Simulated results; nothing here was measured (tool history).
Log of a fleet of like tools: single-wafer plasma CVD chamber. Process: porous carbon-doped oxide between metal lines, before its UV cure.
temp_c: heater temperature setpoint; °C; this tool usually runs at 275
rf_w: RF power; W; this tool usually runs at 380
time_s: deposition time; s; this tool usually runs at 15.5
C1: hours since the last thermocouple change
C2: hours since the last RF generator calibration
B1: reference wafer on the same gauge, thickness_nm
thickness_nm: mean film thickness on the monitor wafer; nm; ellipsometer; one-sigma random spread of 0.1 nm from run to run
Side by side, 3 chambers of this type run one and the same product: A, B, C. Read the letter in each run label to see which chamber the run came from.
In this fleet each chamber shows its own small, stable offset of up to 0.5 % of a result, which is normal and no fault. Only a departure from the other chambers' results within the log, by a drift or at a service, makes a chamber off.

run 1B hour=4.6 | temp_c=275 rf_w=380 time_s=15.5 | C1=107.6 C2=377.6 | B1=94.390 | thickness_nm=81.111
run 2A hour=9.0 | temp_c=275 rf_w=380 time_s=15.5 | C1=527.7 C2=1412.8 | B1=94.444 | thickness_nm=81.460
run 3C hour=14.4 | temp_c=275 rf_w=380 time_s=15.5 | C1=701.6 C2=910.3 | B1=94.400 | thickness_nm=81.341
run 4C hour=19.9 | temp_c=275 rf_w=380 time_s=15.5 | C1=707.1 C2=915.8 | B1=94.453 | thickness_nm=81.463
run 5A hour=25.2 | temp_c=275 rf_w=380 time_s=15.5 | C1=543.9 C2=1429.0 | B1=94.476 | thickness_nm=81.509
run 6B hour=30.6 | temp_c=275 rf_w=380 time_s=15.5 | C1=133.6 C2=403.6 | B1=94.452 | thickness_nm=81.395
run 7A hour=37.1 | temp_c=275 rf_w=380 time_s=15.5 | C1=555.8 C2=1440.9 | B1=94.503 | thickness_nm=81.549
run 8B hour=43.4 | temp_c=275 rf_w=380 time_s=15.5 | C1=146.4 C2=416.4 | B1=94.489 | thickness_nm=81.235
run 9C hour=46.9 | temp_c=275 rf_w=400 time_s=15.5 | C1=734.1 C2=942.8 | B1=94.476 | thickness_nm=84.895
run 10B hour=50.3 | temp_c=275 rf_w=400 time_s=15.5 | C1=153.3 C2=423.3 | B1=94.517 | thickness_nm=84.821
run 11C hour=54.5 | temp_c=275 rf_w=400 time_s=15.5 | C1=741.7 C2=950.4 | B1=94.529 | thickness_nm=84.700
run 12A hour=57.7 | temp_c=275 rf_w=380 time_s=15.5 | C1=576.4 C2=1461.5 | B1=94.508 | thickness_nm=81.669
run 13B hour=62.0 | temp_c=275 rf_w=380 time_s=15.5 | C1=165.0 C2=435.0 | B1=94.512 | thickness_nm=81.356
run 14C hour=68.8 | temp_c=287 rf_w=425 time_s=15.5 | C1=756.0 C2=964.7 | B1=94.550 | thickness_nm=82.640
run 15A hour=73.9 | temp_c=287 rf_w=425 time_s=15.5 | C1=592.6 C2=1477.7 | B1=94.583 | thickness_nm=82.622
run 16C hour=80.3 | temp_c=287 rf_w=425 time_s=15.5 | C1=767.5 C2=976.2 | B1=94.570 | thickness_nm=82.421
run 17B hour=86.5 | temp_c=275 rf_w=380 time_s=15.5 | C1=189.5 C2=459.5 | B1=94.608 | thickness_nm=81.564
run 18A hour=90.7 | temp_c=275 rf_w=380 time_s=15.5 | C1=609.4 C2=1494.5 | B1=94.606 | thickness_nm=81.419
run 19A hour=94.2 | temp_c=275 rf_w=380 time_s=15.5 | C1=612.9 C2=1498.0 | B1=94.611 | thickness_nm=81.557
run 20C hour=98.4 | temp_c=275 rf_w=380 time_s=15.5 | C1=785.6 C2=994.3 | B1=94.653 | thickness_nm=81.751
run 21B hour=104.4 | temp_c=275 rf_w=380 time_s=15.5 | C1=207.4 C2=477.4 | B1=94.611 | thickness_nm=81.559
run 22C hour=109.5 | temp_c=275 rf_w=380 time_s=15.5 | C1=796.7 C2=1005.4 | B1=94.668 | thickness_nm=81.841
run 23B hour=114.3 | temp_c=275 rf_w=380 time_s=15.5 | C1=217.3 C2=487.3 | B1=94.653 | thickness_nm=81.603
run 24A hour=121.1 | temp_c=275 rf_w=380 time_s=15.5 | C1=639.8 C2=1524.9 | B1=94.665 | thickness_nm=81.769
run 25C hour=124.2 | temp_c=275 rf_w=380 time_s=15.5 | C1=811.4 C2=1020.1 | B1=94.695 | thickness_nm=81.469
run 26B hour=128.4 | temp_c=275 rf_w=380 time_s=13.7 | C1=231.4 C2=501.4 | B1=94.691 | thickness_nm=72.547
run 27A hour=132.7 | temp_c=275 rf_w=380 time_s=13.7 | C1=651.4 C2=1536.5 | B1=94.703 | thickness_nm=72.374
run 28B hour=138.6 | temp_c=275 rf_w=380 time_s=13.7 | C1=241.6 C2=511.6 | B1=94.708 | thickness_nm=72.452
run 29C hour=142.3 | temp_c=275 rf_w=380 time_s=14.1 | C1=829.5 C2=1038.2 | B1=94.723 | thickness_nm=74.657
run 30A hour=147.1 | temp_c=275 rf_w=380 time_s=14.1 | C1=665.8 C2=1550.9 | B1=94.724 | thickness_nm=74.508
run 31B hour=151.6 | temp_c=275 rf_w=380 time_s=14.1 | C1=254.6 C2=524.6 | B1=94.730 | thickness_nm=74.445
run 32A hour=157.3 | temp_c=275 rf_w=380 time_s=16.4 | C1=676.0 C2=1561.1 | B1=94.727 | thickness_nm=86.568
run 33C hour=163.6 | temp_c=275 rf_w=380 time_s=16.4 | C1=850.8 C2=1059.5 | B1=94.764 | thickness_nm=86.493
run 34C hour=169.3 | temp_c=275 rf_w=380 time_s=16.4 | C1=856.5 C2=1065.2 | B1=94.814 | thickness_nm=86.168
run 35A hour=173.5 | temp_c=275 rf_w=380 time_s=15.5 | C1=692.2 C2=1577.3 | B1=94.837 | thickness_nm=81.753
run 36B hour=178.0 | temp_c=275 rf_w=380 time_s=15.5 | C1=281.0 C2=551.0 | B1=94.811 | thickness_nm=81.675
run 37C hour=183.1 | temp_c=275 rf_w=380 time_s=15.5 | C1=870.3 C2=1079.0 | B1=94.809 | thickness_nm=81.770
-- hour=186.5 chamber A: RF generator calibrated
run 38A hour=188.5 | temp_c=275 rf_w=380 time_s=15.5 | C1=707.2 C2=2.1 | B1=94.827 | thickness_nm=81.954
run 39B hour=192.2 | temp_c=275 rf_w=380 time_s=15.5 | C1=295.2 C2=565.2 | B1=94.836 | thickness_nm=81.653
run 40A hour=198.2 | temp_c=275 rf_w=380 time_s=15.5 | C1=716.9 C2=11.8 | B1=94.849 | thickness_nm=81.977
run 41B hour=205.2 | temp_c=275 rf_w=380 time_s=15.5 | C1=308.2 C2=578.2 | B1=94.863 | thickness_nm=81.571

Predict what each chamber gives when all 3 of them run the settings below next.
run 42A hour=210.2 | temp_c=275 rf_w=380 time_s=15.5 | thickness_nm=?
run 42B hour=210.2 | temp_c=275 rf_w=380 time_s=15.5 | thickness_nm=?
run 42C hour=210.2 | temp_c=275 rf_w=380 time_s=15.5 | thickness_nm=?

run=42A thickness_nm=81.704
run=42B thickness_nm=81.783
run=42C thickness_nm=81.993

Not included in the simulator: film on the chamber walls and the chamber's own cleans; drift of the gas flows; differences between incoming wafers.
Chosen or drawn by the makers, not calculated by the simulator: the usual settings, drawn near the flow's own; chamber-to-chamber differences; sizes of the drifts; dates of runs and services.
